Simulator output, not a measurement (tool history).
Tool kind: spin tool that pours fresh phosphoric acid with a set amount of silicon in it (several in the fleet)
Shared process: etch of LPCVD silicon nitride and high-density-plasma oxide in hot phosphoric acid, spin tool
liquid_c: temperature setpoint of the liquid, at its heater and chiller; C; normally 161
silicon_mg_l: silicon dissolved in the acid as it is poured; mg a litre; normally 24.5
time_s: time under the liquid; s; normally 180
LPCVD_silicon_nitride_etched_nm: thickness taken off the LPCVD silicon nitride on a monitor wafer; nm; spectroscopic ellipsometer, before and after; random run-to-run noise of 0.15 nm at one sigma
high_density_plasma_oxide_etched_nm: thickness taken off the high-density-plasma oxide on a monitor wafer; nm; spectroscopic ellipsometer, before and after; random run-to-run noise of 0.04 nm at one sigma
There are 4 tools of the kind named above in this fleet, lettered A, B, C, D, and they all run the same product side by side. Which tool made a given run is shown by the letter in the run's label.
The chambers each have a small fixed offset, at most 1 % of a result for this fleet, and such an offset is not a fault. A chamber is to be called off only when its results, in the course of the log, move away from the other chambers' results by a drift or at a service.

| run | day | liquid_c | silicon_mg_l | time_s | hours since the thermometer was replaced | hours since the dissolved silicon flow meter was replaced | hours since the heated supply line was repaired | read-back film thickness of the LPCVD silicon nitride reference wafer, read on the same gauge (nm) | read-back film thickness of the high-density-plasma oxide reference wafer, read on the same gauge (nm) | LPCVD_silicon_nitride_etched_nm | high_density_plasma_oxide_etched_nm |
|---|---|---|---|---|---|---|---|---|---|---|---|
| 1C | 0.204 | 161 | 24.5 | 180 | 1176.4 | 757.4 | 312.8 | 120.02 | 89.996 | 15.014 | 0.1766 |
| 2A | 0.554 | 161 | 24.5 | 180 | 3030.1 | 381.4 | 470.3 | 120.03 | 90.014 | 15.124 | 0.22493 |
| 3B | 0.85 | 161 | 24.5 | 180 | 2332.2 | 343.8 | 1996.5 | 120.03 | 90.008 | 15.236 | 0.18875 |
| 4D | 1.208 | 161 | 24.5 | 180 | 411.3 | 201.3 | 656 | 120.02 | 89.993 | 15.062 | 0.13674 |
| 5C | 1.508 | 161 | 24.5 | 180 | 1207.7 | 788.7 | 344.1 | 120.01 | 90.006 | 14.891 | 0.22672 |
| 6B | 1.758 | 161 | 24.5 | 180 | 2354 | 365.6 | 2018.3 | 120 | 90.024 | 14.959 | 0.17268 |
| 7A | 1.954 | 161 | 24.5 | 180 | 3063.7 | 415 | 503.9 | 120 | 90.007 | 14.751 | 0.23941 |
| 8D | 2.267 | 161 | 24.5 | 180 | 436.7 | 226.7 | 681.4 | 119.98 | 90.026 | 14.933 | 0.30555 |
| 9D | 2.617 | 161 | 24.5 | 180 | 445.1 | 235.1 | 689.8 | 119.99 | 89.995 | 15.177 | 0.16623 |
| 10C | 2.967 | 161 | 24.5 | 180 | 1242.7 | 823.7 | 379.1 | 120.01 | 89.979 | 14.843 | 0.27124 |
| 11A | 3.292 | 161 | 39.5 | 180 | 3095.8 | 447.1 | 536 | 119.99 | 90.028 | 14.548 | 0.10696 |
| 12B | 3.612 | 161 | 39.5 | 180 | 2398.5 | 410.1 | 2062.8 | 120.03 | 90.027 | 14.92 | 0.11995 |
| 13A | 3.788 | 161 | 39.5 | 180 | 3107.7 | 459 | 547.9 | 120.02 | 90.011 | 14.425 | 0.083649 |
| 14C | 4.05 | 161 | 39.5 | 180 | 1268.7 | 849.7 | 405.1 | 120.05 | 90.001 | 15.012 | 0.11156 |
| 15B | 4.304 | 161 | 24.5 | 180 | 2415.1 | 426.7 | 2079.4 | 120 | 90.015 | 14.951 | 0.29394 |
| 16D | 4.512 | 161 | 24.5 | 180 | 490.6 | 280.6 | 735.3 | 119.97 | 90.002 | 14.924 | 0.21139 |
|  | 4.621 | chamber A: thermometer replaced |
| 17D | 4.767 | 161 | 24.5 | 180 | 496.7 | 286.7 | 741.4 | 119.98 | 90.014 | 15.316 | 0.19947 |
| 18A | 5.125 | 161 | 24.5 | 180 | 12.2 | 491.1 | 580 | 120.01 | 89.994 | 14.188 | 0.17768 |
| 19C | 5.404 | 162 | 24.5 | 75 | 1301.2 | 882.2 | 437.6 | 119.96 | 89.997 | 6.3922 | 0.096456 |
| 20B | 5.662 | 162 | 24.5 | 75 | 2447.7 | 459.3 | 2112 | 120.01 | 90.008 | 6.4861 | 0.093306 |
| 21B | 5.846 | 162 | 24.5 | 75 | 2452.1 | 463.7 | 2116.4 | 120 | 90.004 | 6.5023 | 0.12268 |
| 22C | 6.012 | 162 | 24.5 | 75 | 1315.8 | 896.8 | 452.2 | 120.01 | 90.006 | 6.3732 | 0.087155 |
| 23A | 6.212 | 162.5 | 14 | 180 | 38.3 | 517.2 | 606.1 | 120.04 | 90.014 | 14.589 | 0.30534 |
| 24D | 6.567 | 162.5 | 14 | 180 | 539.9 | 329.9 | 784.6 | 120.03 | 89.999 | 16.015 | 0.317 |
| 25A | 6.762 | 162.5 | 14 | 180 | 51.5 | 530.4 | 619.3 | 120.02 | 90.024 | 14.472 | 0.34352 |
| 26D | 7.017 | 162.5 | 14 | 180 | 550.7 | 340.7 | 795.4 | 119.98 | 90.024 | 15.975 | 0.25523 |
| 27C | 7.292 | 161 | 24.5 | 180 | 1346.5 | 927.5 | 482.9 | 120 | 89.996 | 15.048 | 0.19853 |
| 28B | 7.546 | 161 | 24.5 | 180 | 2492.9 | 504.5 | 2157.2 | 120.03 | 89.984 | 14.92 | 0.228 |
| 29B | 7.733 | 161 | 24.5 | 180 | 2497.4 | 509 | 2161.7 | 120.02 | 89.987 | 14.673 | 0.19768 |
| 30A | 8.008 | 161 | 24.5 | 180 | 81.4 | 560.3 | 649.2 | 120 | 90.006 | 13.408 | 0.24383 |
| 31D | 8.346 | 161 | 6 | 180 | 582.6 | 372.6 | 827.3 | 120 | 89.987 | 15.08 | 0.2696 |
| 32C | 8.5 | 161 | 6 | 180 | 1375.5 | 956.5 | 511.9 | 119.99 | 90.001 | 15.125 | 0.3726 |

What goes on in this fleet: one chamber off, a drifting gauge, or nothing beyond the chambers' own small offsets? Name the chamber and the cause, if any.

Chamber A drifts away from the others.
Most likely cause: temperature lost on the way to the wafer (K) = 4.03.

Here are 4 candidates for chamber A's next run, each the usual settings with a change, their results left as question marks. Which one brings its results back in line with what the others give on the usual settings?
In line means no further than this from the other chambers' mean on the usual settings: LPCVD_silicon_nitride_etched_nm 0.51 nm; high_density_plasma_oxide_etched_nm 0.14 nm
| 33A-1 | 8.754 | 161 | 19.5 | 205 |  |  |  |  |  | ? | ? |
| 33A-2 | 8.754 | 161 | 29.5 | 160 |  |  |  |  |  | ? | ? |
| 33A-3 | 8.754 | 161 | 22 | 190 |  |  |  |  |  | ? | ? |
| 33A-4 | 8.754 | 161 | 27 | 170 |  |  |  |  |  | ? | ? |

The other chambers' mean on the usual settings: LPCVD_silicon_nitride_etched_nm 15.02 nm; high_density_plasma_oxide_etched_nm 0.21351 nm
| run | LPCVD_silicon_nitride_etched_nm | high_density_plasma_oxide_etched_nm |
|---|---|---|
| 33A-1 | 15.037 | 0.21831 |
| 33A-2 | 11.736 | 0.12239 |
| 33A-3 | 13.937 | 0.18809 |
| 33A-4 | 12.47 | 0.14279 |
33A-1 puts the chamber back in line with the other chambers.

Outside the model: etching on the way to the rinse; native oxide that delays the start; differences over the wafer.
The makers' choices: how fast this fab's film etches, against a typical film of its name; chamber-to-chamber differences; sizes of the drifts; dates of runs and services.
